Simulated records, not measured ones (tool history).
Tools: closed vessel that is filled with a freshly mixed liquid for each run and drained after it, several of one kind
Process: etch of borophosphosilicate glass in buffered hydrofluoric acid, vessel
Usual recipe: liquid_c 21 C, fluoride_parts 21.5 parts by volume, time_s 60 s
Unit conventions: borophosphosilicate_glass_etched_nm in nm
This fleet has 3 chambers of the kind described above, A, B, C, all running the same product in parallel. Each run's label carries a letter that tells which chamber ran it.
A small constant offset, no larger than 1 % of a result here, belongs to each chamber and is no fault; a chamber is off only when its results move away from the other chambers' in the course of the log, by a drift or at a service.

run	hour	liquid_c	fluoride_parts	time_s	read-back film thickness of the borophosphosilicate glass reference wafer, read on the same gauge (nm)	borophosphosilicate_glass_etched_nm
1B	11.4	21	21.5	60	59.992	39.705
2C	20.9	21	21.5	60	60.006	39.974
3A	31.1	21	21.5	60	59.991	39.452
4C	45.2	21	21.5	60	59.985	39.181
5B	52.4	21	21.5	80	59.999	52.327
6A	60.4	21	21.5	80	60.009	53.279
7C	67.3	21	21.5	80	60.001	52.626
8A	80	21	21.5	60	60.006	39.561
9B	93.6	21	21.5	60	59.992	39.689
10A	105	21	21.5	60	60.002	39.96
11C	117.1	21	21.5	60	59.989	39.737
12B	127.4	21	21.5	60	59.99	38.716
13C	137.1	21	21.5	60	60.02	39.635
14B	145.2	21	21.5	60	60.02	39.069
15A	154.5	21	21.5	60	59.996	39.614
16C	161.2	21	21.5	60	59.988	39.532
17B	170.9	21	21.5	60	59.978	38.853
18A	183.8	21	21.5	60	60.02	39.623
19B	196.6	21	21.5	60	60.005	39.029
20A	207.1	21	21.5	60	60.001	40.037
21C	219.7	21	21.5	60	60.026	39.333
22C	228.4	21	21.5	60	60.002	39.529
23B	234.7	21	21.5	60	60.01	38.085
24A	242.6	21	21.5	60	59.994	39.823
25B	256.6	21	21.5	60	60.011	38.028
# hour 268.2: chamber C: thermometer replaced
26C	268.7	21	21.5	60	59.997	39.277
27A	281.9	21	21.5	60	59.997	39.654
28B	293.3	21	15.5	75	59.999	62.825
29C	304.6	21	15.5	75	59.996	66.804
30A	315.2	21	15.5	75	59.995	67.249
31B	327.7	21	21.5	60	60.007	37.442
32A	338.5	21	21.5	60	59.994	39.594
33C	345.8	21	21.5	60	60.014	39.094
# hour 353.3: chamber C: hydrofluoric acid flow meter replaced
34A	357.1	21	21.5	60	60	39.349
35B	363.7	21	21.5	60	60.001	37.606
36C	375.1	21	21.5	60	60.004	39.284
37A	388.3	21	21.5	60	60.011	39.709
# hour 391.5: chamber A: hydrofluoric acid flow meter replaced
38B	401	21	21.5	60	60.005	36.745
39C	415.1	21	21.5	60	60.004	39.284
40C	424.9	21	21.5	60	60.001	39.357
41B	433.5	21	21.5	60	59.995	37.151
42A	440.4	21	21.5	30	59.986	19.925
43A	449.5	21	21.5	30	60.003	19.905

All 3 chambers run these settings next. Forecast each chamber's results:
44A	459.6	21	21.5	60		?
44B	459.6	21	21.5	60		?
44C	459.6	21	21.5	60		?

run	borophosphosilicate_glass_etched_nm
44A	39.948
44B	36.785
44C	39.642

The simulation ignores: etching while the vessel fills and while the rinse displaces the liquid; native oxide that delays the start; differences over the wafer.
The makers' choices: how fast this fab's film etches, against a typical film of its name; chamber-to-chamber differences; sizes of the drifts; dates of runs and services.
